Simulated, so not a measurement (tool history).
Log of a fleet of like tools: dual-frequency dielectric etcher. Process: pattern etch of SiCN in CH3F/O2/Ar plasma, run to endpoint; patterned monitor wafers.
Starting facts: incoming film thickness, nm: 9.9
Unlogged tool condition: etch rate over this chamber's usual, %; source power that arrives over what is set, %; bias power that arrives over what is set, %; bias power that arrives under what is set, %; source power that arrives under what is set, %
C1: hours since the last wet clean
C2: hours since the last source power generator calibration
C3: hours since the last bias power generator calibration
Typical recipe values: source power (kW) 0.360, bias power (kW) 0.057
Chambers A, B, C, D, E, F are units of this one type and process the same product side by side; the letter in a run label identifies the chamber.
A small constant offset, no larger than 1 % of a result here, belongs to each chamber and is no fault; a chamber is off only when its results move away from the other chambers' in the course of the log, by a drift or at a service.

run 1A hour=3.4 | source_power_(kW)=0.360 bias_power_(kW)=0.057 | C1=296.2 C2=815.8 C3=1920.3 | endpoint_time_(s)=29.584
run 2D hour=8.2 | source_power_(kW)=0.360 bias_power_(kW)=0.057 | C1=29.9 C2=2292.0 C3=1696.8 | endpoint_time_(s)=29.311
run 3C hour=13.4 | source_power_(kW)=0.360 bias_power_(kW)=0.057 | C1=162.1 C2=1580.9 C3=2158.9 | endpoint_time_(s)=29.377
run 4E hour=19.9 | source_power_(kW)=0.360 bias_power_(kW)=0.057 | C1=372.4 C2=1654.3 C3=38.7 | endpoint_time_(s)=30.241
run 5B hour=24.2 | source_power_(kW)=0.360 bias_power_(kW)=0.057 | C1=60.3 C2=4035.9 C3=1152.0 | endpoint_time_(s)=30.033
run 6F hour=29.4 | source_power_(kW)=0.400 bias_power_(kW)=0.065 | C1=145.9 C2=2764.2 C3=2300.3 | endpoint_time_(s)=27.482
run 7B hour=35.6 | source_power_(kW)=0.400 bias_power_(kW)=0.065 | C1=71.7 C2=4047.3 C3=1163.4 | endpoint_time_(s)=27.135
run 8A hour=40.6 | source_power_(kW)=0.400 bias_power_(kW)=0.065 | C1=333.4 C2=853.0 C3=1957.5 | endpoint_time_(s)=27.506
run 9C hour=44.6 | source_power_(kW)=0.400 bias_power_(kW)=0.065 | C1=193.3 C2=1612.1 C3=2190.1 | endpoint_time_(s)=27.212
run 10E hour=51.0 | source_power_(kW)=0.400 bias_power_(kW)=0.065 | C1=403.5 C2=1685.4 C3=69.8 | endpoint_time_(s)=27.150
run 11F hour=55.3 | source_power_(kW)=0.400 bias_power_(kW)=0.065 | C1=171.8 C2=2790.1 C3=2326.2 | endpoint_time_(s)=27.555
run 12D hour=59.1 | source_power_(kW)=0.360 bias_power_(kW)=0.057 | C1=80.8 C2=2342.9 C3=1747.7 | endpoint_time_(s)=29.880
run 13A hour=63.0 | source_power_(kW)=0.360 bias_power_(kW)=0.057 | C1=355.8 C2=875.4 C3=1979.9 | endpoint_time_(s)=29.587
run 14E hour=69.1 | source_power_(kW)=0.360 bias_power_(kW)=0.057 | C1=421.6 C2=1703.5 C3=87.9 | endpoint_time_(s)=29.923
run 15F hour=72.2 | source_power_(kW)=0.320 bias_power_(kW)=0.047 | C1=188.7 C2=2807.0 C3=2343.1 | endpoint_time_(s)=33.362
run 16C hour=77.3 | source_power_(kW)=0.320 bias_power_(kW)=0.047 | C1=226.0 C2=1644.8 C3=2222.8 | endpoint_time_(s)=32.619
run 17D hour=80.6 | source_power_(kW)=0.320 bias_power_(kW)=0.047 | C1=102.3 C2=2364.4 C3=1769.2 | endpoint_time_(s)=32.774
run 18B hour=84.9 | source_power_(kW)=0.320 bias_power_(kW)=0.047 | C1=121.0 C2=4096.6 C3=1212.7 | endpoint_time_(s)=33.050
run 19C hour=91.2 | source_power_(kW)=0.320 bias_power_(kW)=0.047 | C1=239.9 C2=1658.7 C3=2236.7 | endpoint_time_(s)=33.235
run 20B hour=95.4 | source_power_(kW)=0.320 bias_power_(kW)=0.047 | C1=131.5 C2=4107.1 C3=1223.2 | endpoint_time_(s)=33.045
run 21A hour=100.6 | source_power_(kW)=0.280 bias_power_(kW)=0.070 | C1=393.4 C2=913.0 C3=2017.5 | endpoint_time_(s)=30.630
run 22E hour=104.6 | source_power_(kW)=0.280 bias_power_(kW)=0.070 | C1=457.1 C2=1739.0 C3=123.4 | endpoint_time_(s)=30.782
run 23D hour=109.5 | source_power_(kW)=0.280 bias_power_(kW)=0.070 | C1=131.2 C2=2393.3 C3=1798.1 | endpoint_time_(s)=30.134
run 24F hour=114.5 | source_power_(kW)=0.280 bias_power_(kW)=0.070 | C1=231.0 C2=2849.3 C3=2385.4 | endpoint_time_(s)=30.743
run 25A hour=119.2 | source_power_(kW)=0.280 bias_power_(kW)=0.070 | C1=412.0 C2=931.6 C3=2036.1 | endpoint_time_(s)=30.543
run 26C hour=123.4 | source_power_(kW)=0.280 bias_power_(kW)=0.070 | C1=272.1 C2=1690.9 C3=2268.9 | endpoint_time_(s)=30.243
run 27F hour=126.8 | source_power_(kW)=0.360 bias_power_(kW)=0.057 | C1=243.3 C2=2861.6 C3=2397.7 | endpoint_time_(s)=29.947
run 28B hour=130.1 | source_power_(kW)=0.360 bias_power_(kW)=0.057 | C1=166.2 C2=4141.8 C3=1257.9 | endpoint_time_(s)=30.008
run 29D hour=133.9 | source_power_(kW)=0.360 bias_power_(kW)=0.057 | C1=155.6 C2=2417.7 C3=1822.5 | endpoint_time_(s)=29.542
run 30E hour=137.1 | source_power_(kW)=0.360 bias_power_(kW)=0.057 | C1=489.6 C2=1771.5 C3=155.9 | endpoint_time_(s)=30.107
run 31E hour=140.5 | source_power_(kW)=0.360 bias_power_(kW)=0.057 | C1=493.0 C2=1774.9 C3=159.3 | endpoint_time_(s)=29.912
run 32B hour=145.3 | source_power_(kW)=0.360 bias_power_(kW)=0.057 | C1=181.4 C2=4157.0 C3=1273.1 | endpoint_time_(s)=30.072
-- hour=148.2 chamber B: source power generator calibrated
run 33A hour=150.1 | source_power_(kW)=0.360 bias_power_(kW)=0.057 | C1=442.9 C2=962.5 C3=2067.0 | endpoint_time_(s)=29.949
run 34C hour=154.9 | source_power_(kW)=0.360 bias_power_(kW)=0.057 | C1=303.6 C2=1722.4 C3=2300.4 | endpoint_time_(s)=29.610
run 35F hour=161.3 | source_power_(kW)=0.360 bias_power_(kW)=0.057 | C1=277.8 C2=2896.1 C3=2432.2 | endpoint_time_(s)=30.157
run 36D hour=166.3 | source_power_(kW)=0.360 bias_power_(kW)=0.057 | C1=188.0 C2=2450.1 C3=1854.9 | endpoint_time_(s)=29.642
-- hour=167.3 chamber E: wet clean of the chamber
run 37A hour=171.0 | source_power_(kW)=0.360 bias_power_(kW)=0.057 | C1=463.8 C2=983.4 C3=2087.9 | endpoint_time_(s)=29.546
run 38B hour=174.2 | source_power_(kW)=0.360 bias_power_(kW)=0.057 | C1=210.3 C2=26.0 C3=1302.0 | endpoint_time_(s)=29.903
run 39D hour=179.8 | source_power_(kW)=0.360 bias_power_(kW)=0.057 | C1=201.5 C2=2463.6 C3=1868.4 | endpoint_time_(s)=29.967
run 40F hour=183.9 | source_power_(kW)=0.360 bias_power_(kW)=0.057 | C1=300.4 C2=2918.7 C3=2454.8 | endpoint_time_(s)=30.107
run 41C hour=187.8 | source_power_(kW)=0.360 bias_power_(kW)=0.057 | C1=336.5 C2=1755.3 C3=2333.3 | endpoint_time_(s)=29.456
run 42E hour=191.5 | source_power_(kW)=0.360 bias_power_(kW)=0.045 | C1=24.2 C2=1825.9 C3=210.3 | endpoint_time_(s)=31.877
run 43E hour=195.4 | source_power_(kW)=0.360 bias_power_(kW)=0.045 | C1=28.1 C2=1829.8 C3=214.2 | endpoint_time_(s)=32.815

The same settings go to every chamber for the next run, one line per chamber below. Forecast the results for each:
run 44A hour=200.2 | source_power_(kW)=0.360 bias_power_(kW)=0.057 | endpoint_time_(s)=?
run 44B hour=200.2 | source_power_(kW)=0.360 bias_power_(kW)=0.057 | endpoint_time_(s)=?
run 44C hour=200.2 | source_power_(kW)=0.360 bias_power_(kW)=0.057 | endpoint_time_(s)=?
run 44D hour=200.2 | source_power_(kW)=0.360 bias_power_(kW)=0.057 | endpoint_time_(s)=?
run 44E hour=200.2 | source_power_(kW)=0.360 bias_power_(kW)=0.057 | endpoint_time_(s)=?
run 44F hour=200.2 | source_power_(kW)=0.360 bias_power_(kW)=0.057 | endpoint_time_(s)=?

run=44A endpoint_time_(s)=30.028
run=44B endpoint_time_(s)=30.072
run=44C endpoint_time_(s)=29.691
run=44D endpoint_time_(s)=29.426
run=44E endpoint_time_(s)=29.595
run=44F endpoint_time_(s)=30.372
